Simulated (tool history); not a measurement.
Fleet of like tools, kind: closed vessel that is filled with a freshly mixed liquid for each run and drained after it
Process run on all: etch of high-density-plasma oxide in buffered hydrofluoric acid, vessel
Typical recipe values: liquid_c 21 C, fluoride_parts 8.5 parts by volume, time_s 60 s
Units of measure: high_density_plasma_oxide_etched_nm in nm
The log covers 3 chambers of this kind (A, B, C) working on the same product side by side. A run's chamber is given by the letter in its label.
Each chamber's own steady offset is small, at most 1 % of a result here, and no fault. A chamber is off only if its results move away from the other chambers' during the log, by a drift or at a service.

run	day	liquid_c	fluoride_parts	time_s	hours since the thermometer was replaced	hours since the hydrofluoric acid flow meter was replaced	read-back film thickness of the high-density-plasma oxide reference wafer, read on the same gauge (nm)	high_density_plasma_oxide_etched_nm
1A	0.162	21	8.5	60	1562.9	510.3	30.001	158.49
2C	0.317	21	8.5	60	447.6	826.9	30.009	159.40
3B	0.425	21	8.5	60	378.2	899.3	30.011	158.21
4B	0.583	21	8.5	60	382.0	903.1	30.004	157.99
5C	0.725	21	8.5	60	457.4	836.7	29.981	158.15
6A	0.904	21	8.5	60	1580.7	528.1	29.969	158.42
7C	0.996	21	8.5	60	463.9	843.2	30.015	157.25
8A	1.154	21	8.5	60	1586.7	534.1	30.019	157.88
9B	1.254	23	8.5	60	398.1	919.2	29.997	176.56
# day 1.367: chamber A: thermometer replaced
10C	1.429	23	8.5	60	474.3	853.6	29.989	178.56
11B	1.583	23	8.5	60	406.0	927.1	30.028	176.00
12A	1.746	21	8.5	60	9.1	548.3	30.062	157.58
13A	1.900	21	8.5	60	12.8	552.0	30.024	157.26
14B	2.000	21	8.5	60	416.0	937.1	29.977	158.51
15C	2.112	21	8.5	60	490.7	870.0	29.994	163.01
16B	2.246	21	6.0	35	421.9	943.0	30.006	131.10
17C	2.329	21	6.0	35	495.9	875.2	30.020	133.23
18A	2.488	21	6.0	35	26.9	566.1	29.965	129.90
19A	2.621	21	8.5	60	30.1	569.3	29.991	158.09
20B	2.812	21	8.5	60	435.5	956.6	30.015	159.26

All 3 chambers run these settings next. Forecast each chamber's results:
21A	2.946	21	8.5	45				?
21B	2.946	21	8.5	45				?
21C	2.946	21	8.5	45				?

run	high_density_plasma_oxide_etched_nm
21A	118.79
21B	118.75
21C	123.61

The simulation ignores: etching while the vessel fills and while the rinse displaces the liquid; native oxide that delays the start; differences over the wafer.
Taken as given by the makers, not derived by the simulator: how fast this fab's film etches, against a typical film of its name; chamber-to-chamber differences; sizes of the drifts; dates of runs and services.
